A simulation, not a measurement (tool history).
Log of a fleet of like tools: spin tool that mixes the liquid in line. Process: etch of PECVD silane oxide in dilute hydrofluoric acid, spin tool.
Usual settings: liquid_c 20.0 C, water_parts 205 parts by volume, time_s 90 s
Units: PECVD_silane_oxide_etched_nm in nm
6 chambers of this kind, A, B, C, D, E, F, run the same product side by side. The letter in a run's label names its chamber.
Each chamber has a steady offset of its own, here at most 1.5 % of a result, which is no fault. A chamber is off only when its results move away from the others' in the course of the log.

run	day	liquid_c	water_parts	time_s	read-back film thickness of the PECVD silane oxide reference wafer, read on the same gauge (nm)	PECVD_silane_oxide_etched_nm
1E	0.229	20.0	205	90	29.990	8.8756
2A	0.379	20.0	205	90	30.005	8.7293
# day 0.492: chamber C: thermometer replaced
3B	0.525	20.0	205	90	30.005	8.7455
4F	0.746	20.0	205	90	29.983	8.7520
5C	0.925	20.0	115	90	30.010	16.9870
6D	1.046	20.0	115	90	30.016	17.1090
7E	1.212	20.0	115	90	30.000	16.8810
8F	1.392	20.0	115	90	30.013	17.2520
9B	1.517	20.0	115	90	30.010	17.3840
10C	1.738	20.0	115	90	29.998	16.7830
11D	1.950	20.0	205	90	30.010	8.5742
12A	2.075	20.0	205	90	30.007	8.9672
13D	2.242	20.0	205	90	30.007	8.7438
14F	2.367	20.0	205	90	30.007	8.8104
15E	2.471	20.0	205	90	29.996	8.6205
16C	2.588	20.0	205	90	30.003	8.6993
17A	2.742	20.0	205	90	30.001	8.8765
18B	2.950	20.0	205	90	29.995	8.7893
# day 2.954: chamber D: thermometer replaced
19D	3.167	20.0	205	90	29.998	8.6688
20E	3.388	20.0	205	90	29.984	8.5157
21B	3.567	23.0	205	120	29.982	13.1380
22A	3.758	23.0	205	120	29.996	13.1820
23F	3.896	23.0	205	120	30.021	13.0690
24C	4.112	23.0	205	120	29.996	12.7870
# day 4.196: chamber C: hydrofluoric acid flow meter replaced
25B	4.333	23.0	205	120	29.994	13.1490
26A	4.554	23.0	205	120	29.995	13.0010
# day 4.667: chamber E: thermometer replaced
27F	4.667	20.0	205	90	30.003	8.9342
28C	4.821	20.0	205	90	29.999	8.6895
29D	5.000	20.0	205	90	29.992	8.6490
30E	5.171	20.0	205	90	30.012	8.3153
31E	5.271	20.0	205	90	29.998	8.3286
32A	5.408	20.0	205	90	30.018	8.8929
33D	5.517	20.0	205	90	29.989	8.6590
34C	5.621	20.0	205	90	29.978	8.5445
35F	5.829	20.0	205	90	30.003	8.7608
36B	6.054	20.0	205	45	30.000	4.4297
37C	6.208	20.0	205	45	30.000	4.3867
38A	6.404	20.0	205	45	30.003	4.4452
39D	6.508	20.0	205	45	29.986	4.3957
40B	6.733	20.0	205	45	29.997	4.3895
41F	6.921	20.0	205	45	29.993	4.4483
42E	7.038	20.0	205	90	29.981	8.1980
43E	7.212	20.0	205	90	29.993	8.0555
44D	7.333	17.5	205	90	29.982	7.8963

What goes on in this fleet: one chamber off, a drifting gauge, or nothing beyond the chambers' own small offsets? Name the chamber and the cause, if any.

Chamber E drifts away from the others.
Cause: hydrofluoric acid flow below the setpoint (%) = 6.45.

Here are 4 candidates for chamber E's next run, each the usual settings with a change, their results left as question marks. Which one brings its results back in line with what the others give on the usual settings?
In line means no further than this from the other chambers' mean on the usual settings: PECVD_silane_oxide_etched_nm 0.2400 nm
45E-1	7.496	20.0	210	85		?
45E-2	7.496	20.0	200	95		?
45E-3	7.496	20.0	200	90		?
45E-4	7.496	20.0	210	90		?

The other chambers' mean on the usual settings: PECVD_silane_oxide_etched_nm 8.7752 nm
run	PECVD_silane_oxide_etched_nm
45E-1	7.3988
45E-2	8.7648
45E-3	8.3035
45E-4	7.8340
45E-2 brings the chamber back in line.

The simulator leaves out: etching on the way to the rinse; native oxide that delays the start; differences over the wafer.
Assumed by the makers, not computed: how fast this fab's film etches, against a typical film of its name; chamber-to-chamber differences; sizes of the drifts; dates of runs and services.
